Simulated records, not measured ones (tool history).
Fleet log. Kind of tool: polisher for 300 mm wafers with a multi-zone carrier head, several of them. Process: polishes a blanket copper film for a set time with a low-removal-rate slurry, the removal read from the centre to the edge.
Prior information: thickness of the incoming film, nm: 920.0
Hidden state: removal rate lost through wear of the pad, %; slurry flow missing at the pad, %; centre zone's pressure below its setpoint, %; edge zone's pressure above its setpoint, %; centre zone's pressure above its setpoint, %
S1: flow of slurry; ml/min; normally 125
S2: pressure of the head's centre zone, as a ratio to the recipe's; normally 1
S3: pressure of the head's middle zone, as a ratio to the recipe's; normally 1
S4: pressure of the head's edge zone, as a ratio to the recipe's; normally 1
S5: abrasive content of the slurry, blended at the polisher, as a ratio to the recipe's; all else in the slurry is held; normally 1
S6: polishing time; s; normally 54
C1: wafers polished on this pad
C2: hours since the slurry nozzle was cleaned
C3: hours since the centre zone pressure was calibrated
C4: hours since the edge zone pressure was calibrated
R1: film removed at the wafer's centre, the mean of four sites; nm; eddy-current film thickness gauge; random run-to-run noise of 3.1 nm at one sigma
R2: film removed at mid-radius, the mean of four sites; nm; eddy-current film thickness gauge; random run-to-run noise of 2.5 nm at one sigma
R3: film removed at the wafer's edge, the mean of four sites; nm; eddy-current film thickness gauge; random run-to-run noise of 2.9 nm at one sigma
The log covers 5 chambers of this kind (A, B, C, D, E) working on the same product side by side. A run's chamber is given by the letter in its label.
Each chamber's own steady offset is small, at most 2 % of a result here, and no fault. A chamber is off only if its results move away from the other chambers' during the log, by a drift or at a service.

run 1B hour=2.7 | S1=125 S2=1 S3=1 S4=1 S5=1 S6=54 | C1=544 C2=174.4 C3=266.8 C4=421.8 | R1=216.32 R2=211.92 R3=211.09
run 2A hour=6.6 | S1=125 S2=1 S3=1 S4=1 S5=1 S6=54 | C1=651 C2=245.1 C3=329.9 C4=142.1 | R1=218.58 R2=217.04 R3=215.6
run 3D hour=9.4 | S1=125 S2=1 S3=1 S4=1 S5=1 S6=54 | C1=702 C2=147.6 C3=367.8 C4=101.6 | R1=208.28 R2=209.86 R3=214.05
run 4C hour=13.6 | S1=125 S2=1 S3=1 S4=1 S5=1 S6=54 | C1=193 C2=357.2 C3=481.1 C4=682.1 | R1=210.53 R2=218.19 R3=218.13
run 5E hour=15.9 | S1=125 S2=1 S3=1 S4=1 S5=1 S6=54 | C1=1167 C2=431 C3=826.8 C4=16.3 | R1=215.38 R2=218.79 R3=214.25
run 6A hour=17.8 | S1=140 S2=1 S3=1 S4=1 S5=1 S6=54 | C1=731 C2=256.3 C3=341.1 C4=153.3 | R1=221.38 R2=215.91 R3=217.47
run 7D hour=19.8 | S1=140 S2=1 S3=1 S4=1 S5=1 S6=54 | C1=776 C2=158 C3=378.2 C4=112 | R1=219.8 R2=213.95 R3=215.15
run 8B hour=23.7 | S1=140 S2=1 S3=1 S4=1 S5=1 S6=54 | C1=695 C2=195.4 C3=287.8 C4=442.8 | R1=224.14 R2=216.53 R3=215.19
run 9E hour=25.8 | S1=140 S2=1 S3=1 S4=1 S5=1 S6=54 | C1=1238 C2=440.9 C3=836.7 C4=26.2 | R1=218.13 R2=223.74 R3=224.46
run 10C hour=28.5 | S1=140 S2=1 S3=1 S4=1 S5=1 S6=54 | C1=300 C2=372.1 C3=496 C4=697 | R1=221.53 R2=222.45 R3=218.82
run 11E hour=31.5 | S1=125 S2=1 S3=1.07 S4=1 S5=1.1 S6=54 | C1=1278 C2=446.6 C3=842.4 C4=31.9 | R1=220.31 R2=235.89 R3=219.02
run 12B hour=34.4 | S1=125 S2=1 S3=1.07 S4=1 S5=1.1 S6=54 | C1=771 C2=206.1 C3=298.5 C4=453.5 | R1=218.47 R2=229.73 R3=218.43
run 13C hour=38.7 | S1=125 S2=1 S3=1.07 S4=1 S5=1.1 S6=54 | C1=373 C2=382.3 C3=506.2 C4=707.2 | R1=217.97 R2=234.92 R3=221.24
run 14D hour=42.5 | S1=125 S2=1 S3=1.07 S4=1 S5=1.1 S6=54 | C1=939 C2=180.7 C3=400.9 C4=134.7 | R1=221.82 R2=233.03 R3=220.09
run 15A hour=45.3 | S1=125 S2=1 S3=1.07 S4=1 S5=1.1 S6=54 | C1=928 C2=283.8 C3=368.6 C4=180.8 | R1=215.25 R2=228.88 R3=225.24
run 16D hour=48.7 | S1=125 S2=1 S3=1 S4=1 S5=1 S6=54 | C1=983 C2=186.9 C3=407.1 C4=140.9 | R1=210.85 R2=208.78 R3=210.29
-- hour=49 chamber B: edge zone pressure recalibrated
-- hour=49 chamber C: slurry nozzle cleaned
-- hour=50.9 chamber A: worn pad replaced by a new one
run 17B hour=51.5 | S1=125 S2=1 S3=1 S4=1 S5=1 S6=54 | C1=894 C2=223.2 C3=315.6 C4=2.6 | R1=208.71 R2=215.39 R3=213.98
run 18A hour=55.1 | S1=125 S2=1 S3=1 S4=1 S5=1 S6=54 | C1=30 C2=293.6 C3=378.4 C4=190.6 | R1=209.41 R2=211.74 R3=212.45
-- hour=57.5 chamber E: worn pad replaced by a new one
run 19C hour=57.9 | S1=125 S2=1 S3=1 S4=1 S5=1 S6=54 | C1=510 C2=9 C3=525.4 C4=726.4 | R1=214.77 R2=210.7 R3=223.88
-- hour=60.2 chamber C: worn pad replaced by a new one
run 20E hour=61.8 | S1=125 S2=1 S3=1 S4=1 S5=1 S6=54 | C1=30 C2=476.9 C3=872.7 C4=62.2 | R1=216.62 R2=218.81 R3=210.06
run 21E hour=66.2 | S1=125 S2=1 S3=1 S4=1 S5=1 S6=54 | C1=62 C2=481.3 C3=877.1 C4=66.6 | R1=214.04 R2=223.54 R3=216.39
run 22B hour=69 | S1=125 S2=1 S3=1 S4=1 S5=1 S6=54 | C1=1019 C2=240.7 C3=333.1 C4=20.1 | R1=209.66 R2=214.76 R3=212.23
run 23A hour=71.5 | S1=125 S2=1 S3=1 S4=1 S5=1 S6=54 | C1=148 C2=310 C3=394.8 C4=207 | R1=203.16 R2=205.33 R3=211.92
run 24C hour=75.6 | S1=125 S2=1 S3=1 S4=1 S5=1 S6=54 | C1=110 C2=26.7 C3=543.1 C4=744.1 | R1=216.39 R2=215.52 R3=222.01
run 25D hour=79.9 | S1=125 S2=1 S3=1 S4=1 S5=1 S6=54 | C1=1206 C2=218.1 C3=438.3 C4=172.1 | R1=215.27 R2=211.17 R3=216.22
run 26B hour=83.2 | S1=125 S2=1 S3=1 S4=1 S5=1 S6=54 | C1=1120 C2=254.9 C3=347.3 C4=34.3 | R1=213.61 R2=211.81 R3=207.75
-- hour=83.7 chamber D: slurry nozzle cleaned
run 27A hour=86.6 | S1=125 S2=1 S3=1 S4=1 S5=1 S6=54 | C1=256 C2=325.1 C3=409.9 C4=222.1 | R1=196.15 R2=196.73 R3=199.74
run 28E hour=90.5 | S1=125 S2=1 S3=1 S4=1 S5=1 S6=54 | C1=236 C2=505.6 C3=901.4 C4=90.9 | R1=210.06 R2=215.62 R3=215.19
run 29D hour=93.9 | S1=125 S2=1 S3=1 S4=1 S5=1 S6=54 | C1=1306 C2=10.2 C3=452.3 C4=186.1 | R1=213.49 R2=210.56 R3=209.07
run 30C hour=98 | S1=85 S2=1 S3=1 S4=1.11 S5=1 S6=54 | C1=270 C2=49.1 C3=565.5 C4=766.5 | R1=187.57 R2=188.43 R3=221.57
run 31D hour=100.8 | S1=85 S2=1 S3=1 S4=1.11 S5=1 S6=54 | C1=1356 C2=17.1 C3=459.2 C4=193 | R1=184.64 R2=187.96 R3=207.43
run 32C hour=104.3 | S1=85 S2=1 S3=1 S4=1.11 S5=1 S6=54 | C1=315 C2=55.4 C3=571.8 C4=772.8 | R1=191.28 R2=192.66 R3=217.29
run 33B hour=106.5 | S1=85 S2=1 S3=1 S4=1.11 S5=1 S6=54 | C1=1287 C2=278.2 C3=370.6 C4=57.6 | R1=193.69 R2=191.94 R3=210
run 34E hour=109.3 | S1=85 S2=1 S3=1 S4=1.11 S5=1 S6=54 | C1=370 C2=524.4 C3=920.2 C4=109.7 | R1=188.86 R2=198.8 R3=211.99
run 35A hour=111.9 | S1=125 S2=1 S3=1 S4=1 S5=1 S6=54 | C1=437 C2=350.4 C3=435.2 C4=247.4 | R1=186.55 R2=187.88 R3=197.67
run 36C hour=114.6 | S1=125 S2=1 S3=1 S4=1 S5=1 S6=54 | C1=389 C2=65.7 C3=582.1 C4=783.1 | R1=213.99 R2=211.54 R3=220.52

What goes on in this fleet: one chamber off, a drifting gauge, or nothing beyond the chambers' own small offsets? Name the chamber and the cause, if any.

Little by little, chamber A moves away from the other chambers.
Most likely cause: slurry flow missing at the pad, % = 38.3.

Which of the 4 candidates below, each the usual settings with something changed and its results left as question marks, puts chamber A back in line with what the other chambers give on the usual settings?
To be in line, a result may differ from the other chambers' mean on the usual settings by at most: R1 11 nm; R2 8.9 nm; R3 10 nm
run 37A-1 hour=117.8 | S1=105 S2=0.95 S3=0.95 S4=1.05 S5=1 S6=47 | R1=? R2=? R3=?
run 37A-2 hour=117.8 | S1=150 S2=1.06 S3=1.06 S4=0.95 S5=1 S6=62 | R1=? R2=? R3=?
run 37A-3 hour=117.8 | S1=135 S2=1.03 S3=1.03 S4=0.97 S5=1 S6=58 | R1=? R2=? R3=?
run 37A-4 hour=117.8 | S1=115 S2=0.97 S3=0.97 S4=1.03 S5=1 S6=50 | R1=? R2=? R3=?

Usual-settings mean across the other chambers: R1 212.93 nm; R2 214.31 nm; R3 214.32 nm
run=37A-1 R1=139.96 R2=145.99 R3=170.05
run=37A-2 R1=240.92 R2=241.32 R3=230.15
run=37A-3 R1=210.28 R2=212.75 R3=213.06
run=37A-4 R1=158.93 R2=164.07 R3=183.02
With 37A-3, the chamber falls back in line with the rest.

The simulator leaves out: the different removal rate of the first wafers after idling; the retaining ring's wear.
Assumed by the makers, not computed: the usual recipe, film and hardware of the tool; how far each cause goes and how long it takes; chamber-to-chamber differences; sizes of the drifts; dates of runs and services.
